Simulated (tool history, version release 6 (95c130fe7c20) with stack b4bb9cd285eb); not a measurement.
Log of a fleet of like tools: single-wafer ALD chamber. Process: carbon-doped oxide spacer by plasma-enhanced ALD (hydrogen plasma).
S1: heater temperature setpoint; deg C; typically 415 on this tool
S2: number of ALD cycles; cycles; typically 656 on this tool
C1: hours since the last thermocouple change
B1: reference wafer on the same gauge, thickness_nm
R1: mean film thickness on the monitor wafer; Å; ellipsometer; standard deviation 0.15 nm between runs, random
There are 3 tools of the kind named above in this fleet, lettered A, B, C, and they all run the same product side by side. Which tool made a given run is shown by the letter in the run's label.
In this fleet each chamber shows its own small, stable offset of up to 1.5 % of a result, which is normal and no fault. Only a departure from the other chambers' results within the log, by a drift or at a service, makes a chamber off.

run,hour,S1,S2,C1,B1,R1
1A,6.9,415,656,784.4,37.123,314.42
2B,11.7,415,656,631.3,37.088,313.93
3C,20.0,415,656,337.3,37.107,316.19
4C,25.3,415,656,342.6,37.072,316.27
5B,30.5,404,611,650.1,37.064,306.92
6A,36.4,404,611,813.9,37.120,304.79
7A,42.7,404,611,820.2,37.103,302.99
8B,50.8,415,656,670.4,37.082,315.98
9C,56.6,429,612,373.9,37.092,281.96
10B,61.6,429,612,681.2,37.096,280.15
11A,66.3,429,612,843.8,37.103,279.38
12C,70.4,415,656,387.7,37.138,314.41
13A,75.8,415,591,853.3,37.072,282.87
14C,82.5,415,591,399.8,37.070,284.89
15B,90.3,415,591,709.9,37.084,285.57
16C,96.8,415,656,414.1,37.124,315.46
17B,104.5,415,656,724.1,37.104,314.80
18A,111.3,415,656,888.8,37.101,315.20
19A,114.9,415,530,892.4,37.084,255.38
20B,121.3,415,530,740.9,37.154,256.65
21C,125.6,415,530,442.9,37.091,256.09
22B,131.9,415,656,751.5,37.083,314.20
23A,137.5,415,656,915.0,37.140,313.29
24C,145.5,415,656,462.8,37.122,314.30
25A,153.1,415,656,930.6,37.098,314.79
26C,159.6,415,656,476.9,37.057,317.35
27B,166.1,415,656,785.7,37.098,316.05
28B,172.2,415,656,791.8,37.099,316.36
29C,178.5,415,656,495.8,37.140,315.28
30A,186.0,415,656,963.5,37.080,312.37
31B,192.2,415,656,811.8,37.114,317.83
32A,197.9,415,656,975.4,37.095,314.64
33C,204.3,415,656,521.6,37.100,318.08
34B,211.7,415,656,831.3,37.117,319.42
35A,219.6,415,656,997.1,37.102,314.39
36C,226.5,415,656,543.8,37.092,313.83
37C,230.7,415,610,548.0,37.109,292.68
38B,236.0,415,610,855.6,37.089,295.03
39A,240.6,415,610,1018.1,37.070,291.69
40B,248.9,415,656,868.5,37.101,318.65
41C,254.3,415,656,571.6,37.072,313.70
42A,262.1,415,656,1039.6,37.080,312.03

Has any chamber moved away from the others, gradually or after a service, or does the common gauge drift, or do the chambers differ only by their own small steady offsets? State the chamber and the most likely cause if one applies.

No chamber is off and the gauge is stable; the differences are just each chamber's small, constant offset.
